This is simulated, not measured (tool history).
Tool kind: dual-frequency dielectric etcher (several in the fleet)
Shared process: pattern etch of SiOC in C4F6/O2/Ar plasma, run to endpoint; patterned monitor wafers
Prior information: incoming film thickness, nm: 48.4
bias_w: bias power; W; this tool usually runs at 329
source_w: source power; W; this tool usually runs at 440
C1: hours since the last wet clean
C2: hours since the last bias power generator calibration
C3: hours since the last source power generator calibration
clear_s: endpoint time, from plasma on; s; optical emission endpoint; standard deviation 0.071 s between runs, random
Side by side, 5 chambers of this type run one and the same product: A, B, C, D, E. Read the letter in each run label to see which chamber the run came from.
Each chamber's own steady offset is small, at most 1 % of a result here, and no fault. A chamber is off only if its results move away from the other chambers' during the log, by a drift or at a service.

run 1D hour=4.1 | bias_w=329 source_w=440 | C1=490.9 C2=3554.3 C3=2220.7 | clear_s=18.142
run 2C hour=7.7 | bias_w=329 source_w=440 | C1=135.9 C2=2748.3 C3=3207.1 | clear_s=18.482
run 3E hour=10.3 | bias_w=329 source_w=440 | C1=114.3 C2=2259.4 C3=943.9 | clear_s=18.106
run 4A hour=13.6 | bias_w=329 source_w=440 | C1=356.4 C2=2451.6 C3=2946.7 | clear_s=18.245
run 5B hour=18.2 | bias_w=329 source_w=440 | C1=367.8 C2=220.3 C3=2172.5 | clear_s=18.167
run 6E hour=22.3 | bias_w=329 source_w=440 | C1=126.3 C2=2271.4 C3=955.9 | clear_s=18.106
run 7A hour=24.5 | bias_w=329 source_w=440 | C1=367.3 C2=2462.5 C3=2957.6 | clear_s=18.457
run 8B hour=28.4 | bias_w=329 source_w=440 | C1=378 C2=230.5 C3=2182.7 | clear_s=18.288
run 9D hour=30.9 | bias_w=329 source_w=440 | C1=517.7 C2=3581.1 C3=2247.5 | clear_s=18.353
run 10C hour=33.7 | bias_w=329 source_w=440 | C1=161.9 C2=2774.3 C3=3233.1 | clear_s=18.363
run 11D hour=36.3 | bias_w=329 source_w=440 | C1=523.1 C2=3586.5 C3=2252.9 | clear_s=18.16
run 12E hour=39.3 | bias_w=329 source_w=440 | C1=143.3 C2=2288.4 C3=972.9 | clear_s=18.148
run 13C hour=41.5 | bias_w=329 source_w=440 | C1=169.7 C2=2782.1 C3=3240.9 | clear_s=18.563
run 14B hour=43.7 | bias_w=329 source_w=440 | C1=393.3 C2=245.8 C3=2198 | clear_s=18.179
run 15A hour=48 | bias_w=329 source_w=440 | C1=390.8 C2=2486 C3=2981.1 | clear_s=18.287
run 16C hour=51.3 | bias_w=329 source_w=440 | C1=179.5 C2=2791.9 C3=3250.7 | clear_s=18.334
run 17B hour=53.5 | bias_w=329 source_w=440 | C1=403.1 C2=255.6 C3=2207.8 | clear_s=18.118
run 18D hour=58 | bias_w=329 source_w=440 | C1=544.8 C2=3608.2 C3=2274.6 | clear_s=18.128
run 19A hour=62.3 | bias_w=369 source_w=500 | C1=405.1 C2=2500.3 C3=2995.4 | clear_s=16.731
run 20E hour=64.9 | bias_w=369 source_w=500 | C1=168.9 C2=2314 C3=998.5 | clear_s=16.668
-- hour=65.1 chamber C: source power generator calibrated
run 21B hour=67.2 | bias_w=369 source_w=500 | C1=416.8 C2=269.3 C3=2221.5 | clear_s=16.624
run 22E hour=71 | bias_w=369 source_w=500 | C1=175 C2=2320.1 C3=1004.6 | clear_s=16.529
run 23D hour=75.6 | bias_w=369 source_w=500 | C1=562.4 C2=3625.8 C3=2292.2 | clear_s=16.634
run 24A hour=79.2 | bias_w=329 source_w=440 | C1=422 C2=2517.2 C3=3012.3 | clear_s=18.282
-- hour=79.4 chamber D: wet clean of the chamber
run 25C hour=83.1 | bias_w=329 source_w=440 | C1=211.3 C2=2823.7 C3=18.1 | clear_s=18.407
run 26B hour=87.7 | bias_w=329 source_w=440 | C1=437.3 C2=289.8 C3=2242 | clear_s=18.172
run 27D hour=90.3 | bias_w=405 source_w=500 | C1=10.9 C2=3640.5 C3=2306.9 | clear_s=16.959
run 28A hour=94.6 | bias_w=405 source_w=500 | C1=437.4 C2=2532.6 C3=3027.7 | clear_s=16.285
run 29C hour=98.3 | bias_w=405 source_w=500 | C1=226.5 C2=2838.9 C3=33.3 | clear_s=16.273
run 30E hour=100.9 | bias_w=405 source_w=500 | C1=204.9 C2=2350 C3=1034.5 | clear_s=16.046
run 31C hour=104.6 | bias_w=405 source_w=500 | C1=232.8 C2=2845.2 C3=39.6 | clear_s=16.266
run 32D hour=108.9 | bias_w=369 source_w=440 | C1=29.5 C2=3659.1 C3=2325.5 | clear_s=18.216
-- hour=109.1 chamber B: wet clean of the chamber
run 33E hour=112.5 | bias_w=369 source_w=440 | C1=216.5 C2=2361.6 C3=1046.1 | clear_s=17.47
run 34A hour=114.9 | bias_w=369 source_w=440 | C1=457.7 C2=2552.9 C3=3048 | clear_s=17.611
run 35B hour=119.3 | bias_w=369 source_w=440 | C1=10.2 C2=321.4 C3=2273.6 | clear_s=17.433
run 36E hour=122.8 | bias_w=369 source_w=440 | C1=226.8 C2=2371.9 C3=1056.4 | clear_s=17.494
run 37A hour=125.7 | bias_w=329 source_w=440 | C1=468.5 C2=2563.7 C3=3058.8 | clear_s=18.429
run 38B hour=128.4 | bias_w=379 source_w=440 | C1=19.3 C2=330.5 C3=2282.7 | clear_s=17.183
run 39C hour=130.8 | bias_w=379 source_w=440 | C1=259 C2=2871.4 C3=65.8 | clear_s=17.401
run 40D hour=133.8 | bias_w=379 source_w=440 | C1=54.4 C2=3684 C3=2350.4 | clear_s=18.121

Does one chamber stand apart from the rest, does the shared gauge drift, or is all well apart from small per-chamber offsets? Give the chamber and the most likely cause, where there is one.

Chamber D came out of a service off from its peers and stayed that way.
Likeliest cause: etch rate under this chamber's usual, % = 4.43.

Below are 4 candidate recipes for chamber D's next run, each the usual settings with a change, their results shown as question marks. Which of them brings D's results back in line with what the other chambers give on the usual settings?
Maximum distance from the other chambers' mean on the usual settings for a result to count as in line: clear_s 0.25 s
run 41D-1 hour=137.1 | bias_w=329 source_w=490 | clear_s=?
run 41D-2 hour=137.1 | bias_w=291 source_w=440 | clear_s=?
run 41D-3 hour=137.1 | bias_w=329 source_w=370 | clear_s=?
run 41D-4 hour=137.1 | bias_w=329 source_w=520 | clear_s=?

Mean of the other chambers on the usual settings: clear_s 18.247 s
run=41D-1 clear_s=18.247
run=41D-2 clear_s=19.819
run=41D-3 clear_s=20.273
run=41D-4 clear_s=17.843
The right change is 41D-1: it brings the chamber back within the allowed miss of the others.
